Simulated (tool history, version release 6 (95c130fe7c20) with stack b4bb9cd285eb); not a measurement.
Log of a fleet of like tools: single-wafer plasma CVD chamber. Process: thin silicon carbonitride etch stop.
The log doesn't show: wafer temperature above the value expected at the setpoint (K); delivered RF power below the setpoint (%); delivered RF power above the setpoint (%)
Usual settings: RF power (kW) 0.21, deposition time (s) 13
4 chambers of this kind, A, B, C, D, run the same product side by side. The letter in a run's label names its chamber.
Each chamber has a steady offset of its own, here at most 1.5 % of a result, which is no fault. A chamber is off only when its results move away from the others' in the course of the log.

run   hour  RF power (kW)  deposition time (s)  hours since the last thermocouple change  hours since the last RF generator calibration  read-back reference wafer on the same gauge, thickness_nm  mean film thickness on the monitor wafer (nm)
 1B    3.7           0.21                   13                                     879.7                                         1422.3                                                     8.1091                                         7.4776
 2C    9.3           0.21                   13                                      57.7                                         1991.1                                                     8.1105                                         7.4347
 3D   12.8           0.21                   13                                    1069.2                                         1172.2                                                     8.1083                                         7.5196
 4A   17.7           0.21                   13                                    1369.3                                          955.3                                                       8.11                                         7.5685
 5C   22.9           0.21                   13                                      71.3                                         2004.7                                                     8.1135                                         7.4959
 6D   27.7           0.21                   13                                    1084.1                                         1187.1                                                     8.1082                                         7.5337
 7A   33.1           0.21                   13                                    1384.7                                          970.7                                                     8.1165                                         7.5571
 8B   37.1           0.21                   13                                     913.1                                         1455.7                                                     8.1237                                         7.4444
 9B   41.2           0.21                   13                                     917.2                                         1459.8                                                     8.1124                                         7.4862
10A   45.5           0.21                   13                                    1397.1                                          983.1                                                     8.1074                                         7.5473
11D   50.4           0.21                   13                                    1106.8                                         1209.8                                                     8.1124                                         7.5096
12C   55.1           0.21                   13                                     103.5                                         2036.9                                                     8.1116                                         7.4088
13A   58.2           0.21                   13                                    1409.8                                          995.8                                                     8.0983                                         7.5865
14D   62.9           0.21                   13                                    1119.3                                         1222.3                                                     8.1064                                         7.5162
15C   66.9           0.21                   13                                     115.3                                         2048.7                                                     8.1075                                         7.4127
16B   71.2           0.21                   13                                     947.2                                         1489.8                                                      8.119                                         7.4785
17C   76.8           0.21                 11.3                                     125.2                                         2058.6                                                     8.1184                                         6.4779
18A   79.4           0.21                 11.3                                      1431                                           1017                                                     8.1108                                         6.5277
19D     84           0.21                 11.3                                    1140.4                                         1243.4                                                     8.1178                                         6.5258
20B   88.3           0.21                 11.3                                     964.3                                         1506.9                                                     8.1074                                         6.4887
21A   93.3           0.21                   13                                    1444.9                                         1030.9                                                     8.1108                                          7.469
22D   96.8           0.21                   13                                    1153.2                                         1256.2                                                      8.112                                         7.5077
23B    102           0.21                   13                                       978                                         1520.6                                                     8.1173                                         7.4887
24C  106.4           0.21                   13                                     154.8                                         2088.2                                                     8.1113                                          7.403
25B  110.7           0.21                   13                                     986.7                                         1529.3                                                     8.1195                                         7.4492
26C  114.2           0.21                   13                                     162.6                                           2096                                                     8.1064                                         7.4052
27A  118.5           0.21                   13                                    1470.1                                         1056.1                                                      8.116                                         7.5646
28D  122.5           0.21                   13                                    1178.9                                         1281.9                                                     8.1192                                         7.4422
     124.3  -- chamber D: thermocouple changed; heater temperature recalibrated
29B  127.3          0.185                 15.5                                    1003.3                                         1545.9                                                     8.1139                                         8.6562
30C  130.8          0.185                 15.5                                     179.2                                         2112.6                                                      8.117                                         8.5409
31D  133.4          0.185                 15.5                                       9.1                                         1292.8                                                      8.111                                         8.5855
32A  139.1          0.185                 15.5                                    1490.7                                         1076.7                                                     8.1034                                         8.7077

What goes on in this fleet: one chamber off, a drifting gauge, or nothing beyond the chambers' own small offsets? Name the chamber and the cause, if any.

No chamber stands off beyond its own small offset, and the gauge holds steady.
